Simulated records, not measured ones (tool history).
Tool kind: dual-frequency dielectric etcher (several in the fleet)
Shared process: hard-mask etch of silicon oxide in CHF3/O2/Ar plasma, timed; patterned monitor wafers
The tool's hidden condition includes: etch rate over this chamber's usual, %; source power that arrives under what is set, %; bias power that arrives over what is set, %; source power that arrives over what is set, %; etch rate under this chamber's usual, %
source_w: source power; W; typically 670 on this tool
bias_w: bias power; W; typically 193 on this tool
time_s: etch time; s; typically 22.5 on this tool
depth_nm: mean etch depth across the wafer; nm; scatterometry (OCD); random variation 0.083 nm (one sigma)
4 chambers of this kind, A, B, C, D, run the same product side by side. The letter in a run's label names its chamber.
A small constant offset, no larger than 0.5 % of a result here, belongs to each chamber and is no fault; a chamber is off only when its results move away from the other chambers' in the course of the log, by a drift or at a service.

| run | hour | source_w | bias_w | time_s | hours since the last wet clean | hours since the last source power generator calibration | hours since the last bias power generator calibration | read-back reference wafer on the same gauge, depth_nm | depth_nm |
|---|---|---|---|---|---|---|---|---|---|
| 1B | 9.6 | 670 | 193 | 22.5 | 254.7 | 943.9 | 1073.0 | 45.292 | 47.426 |
| 2A | 16.4 | 670 | 193 | 22.5 | 66.1 | 1632.9 | 978.9 | 45.262 | 47.750 |
| 3D | 20.6 | 670 | 193 | 22.5 | 124.1 | 1925.5 | 2042.5 | 45.272 | 47.349 |
| 4C | 24.9 | 670 | 193 | 22.5 | 189.5 | 479.2 | 1010.4 | 45.271 | 47.276 |
| 5B | 29.9 | 670 | 193 | 22.5 | 275.0 | 964.2 | 1093.3 | 45.265 | 47.286 |
| 6C | 38.8 | 750 | 193 | 19.0 | 203.4 | 493.1 | 1024.3 | 45.249 | 41.603 |
| 7D | 45.7 | 750 | 193 | 19.0 | 149.2 | 1950.6 | 2067.6 | 45.260 | 41.655 |
| 8A | 51.0 | 750 | 193 | 19.0 | 100.7 | 1667.5 | 1013.5 | 45.249 | 41.881 |
| 9A | 60.2 | 750 | 193 | 19.0 | 109.9 | 1676.7 | 1022.7 | 45.224 | 41.935 |
| 10B | 68.0 | 670 | 193 | 22.5 | 313.1 | 1002.3 | 1131.4 | 45.218 | 47.408 |
| 11C | 75.7 | 670 | 193 | 22.5 | 240.3 | 530.0 | 1061.2 | 45.229 | 47.103 |
| 12D | 81.1 | 670 | 193 | 22.5 | 184.6 | 1986.0 | 2103.0 | 45.219 | 47.199 |
| 13A | 90.5 | 670 | 193 | 22.5 | 140.2 | 1707.0 | 1053.0 | 45.187 | 47.509 |
| 14B | 99.1 | 670 | 193 | 22.5 | 344.2 | 1033.4 | 1162.5 | 45.207 | 47.343 |
| 15C | 107.0 | 670 | 193 | 22.5 | 271.6 | 561.3 | 1092.5 | 45.167 | 47.035 |
| 16D | 116.6 | 670 | 193 | 22.5 | 220.1 | 2021.5 | 2138.5 | 45.171 | 47.232 |
| 17D | 124.2 | 670 | 193 | 22.5 | 227.7 | 2029.1 | 2146.1 | 45.183 | 47.264 |
| 18B | 128.4 | 670 | 193 | 22.5 | 373.5 | 1062.7 | 1191.8 | 45.139 | 47.209 |
| 19A | 135.9 | 810 | 193 | 22.5 | 185.6 | 1752.4 | 1098.4 | 45.151 | 51.118 |
| 20C | 140.8 | 810 | 193 | 22.5 | 305.4 | 595.1 | 1126.3 | 45.144 | 50.738 |
| 21B | 149.5 | 810 | 193 | 22.5 | 394.6 | 1083.8 | 1212.9 | 45.134 | 50.843 |
| 22C | 154.5 | 810 | 193 | 22.5 | 319.1 | 608.8 | 1140.0 | 45.123 | 50.700 |
| 23A | 163.4 | 670 | 193 | 22.5 | 213.1 | 1779.9 | 1125.9 | 45.121 | 47.562 |
| 24D | 170.0 | 670 | 193 | 22.5 | 273.5 | 2074.9 | 2191.9 | 45.094 | 47.061 |
| 25C | 176.7 | 670 | 193 | 22.5 | 341.3 | 631.0 | 1162.2 | 45.089 | 47.054 |
| 26B | 185.1 | 670 | 193 | 22.5 | 430.2 | 1119.4 | 1248.5 | 45.101 | 47.219 |
| 27A | 189.7 | 670 | 193 | 22.5 | 239.4 | 1806.2 | 1152.2 | 45.085 | 47.379 |
| 28D | 196.3 | 830 | 148 | 22.5 | 299.8 | 2101.2 | 2218.2 | 45.065 | 46.817 |
| 29C | 201.8 | 830 | 148 | 22.5 | 366.4 | 656.1 | 1187.3 | 45.078 | 46.889 |
| 30B | 210.1 | 830 | 148 | 22.5 | 455.2 | 1144.4 | 1273.5 | 45.065 | 46.937 |
|  | 214.8 | chamber B: wet clean of the chamber |
| 31A | 218.7 | 830 | 148 | 22.5 | 268.4 | 1835.2 | 1181.2 | 45.078 | 47.234 |
| 32D | 226.2 | 670 | 193 | 22.5 | 329.7 | 2131.1 | 2248.1 | 45.071 | 47.064 |
| 33D | 235.6 | 670 | 193 | 22.5 | 339.1 | 2140.5 | 2257.5 | 45.018 | 47.027 |
| 34C | 241.7 | 670 | 156 | 27.0 | 406.3 | 696.0 | 1227.2 | 45.018 | 52.769 |
| 35B | 249.2 | 670 | 156 | 27.0 | 34.5 | 1183.5 | 1312.6 | 45.017 | 52.625 |
| 36A | 253.6 | 670 | 156 | 27.0 | 303.3 | 1870.1 | 1216.1 | 45.017 | 52.925 |
| 37A | 260.7 | 670 | 156 | 27.0 | 310.4 | 1877.2 | 1223.2 | 45.006 | 52.862 |
| 38C | 268.2 | 670 | 193 | 22.5 | 432.8 | 722.5 | 1253.7 | 45.006 | 46.761 |
| 39B | 275.1 | 670 | 193 | 22.5 | 60.4 | 1209.4 | 1338.5 | 44.987 | 47.128 |
| 40D | 282.5 | 670 | 193 | 22.5 | 386.0 | 2187.4 | 2304.4 | 44.964 | 46.928 |

Is one chamber out of step, is the gauge drifting, or do the chambers differ by no more than their own small offsets? For an off chamber, give its letter and the likeliest cause.

The gauge drifts, so all chambers seem to drift together. No chamber is off.
Cause: gauge reads low (%) = 0.713.

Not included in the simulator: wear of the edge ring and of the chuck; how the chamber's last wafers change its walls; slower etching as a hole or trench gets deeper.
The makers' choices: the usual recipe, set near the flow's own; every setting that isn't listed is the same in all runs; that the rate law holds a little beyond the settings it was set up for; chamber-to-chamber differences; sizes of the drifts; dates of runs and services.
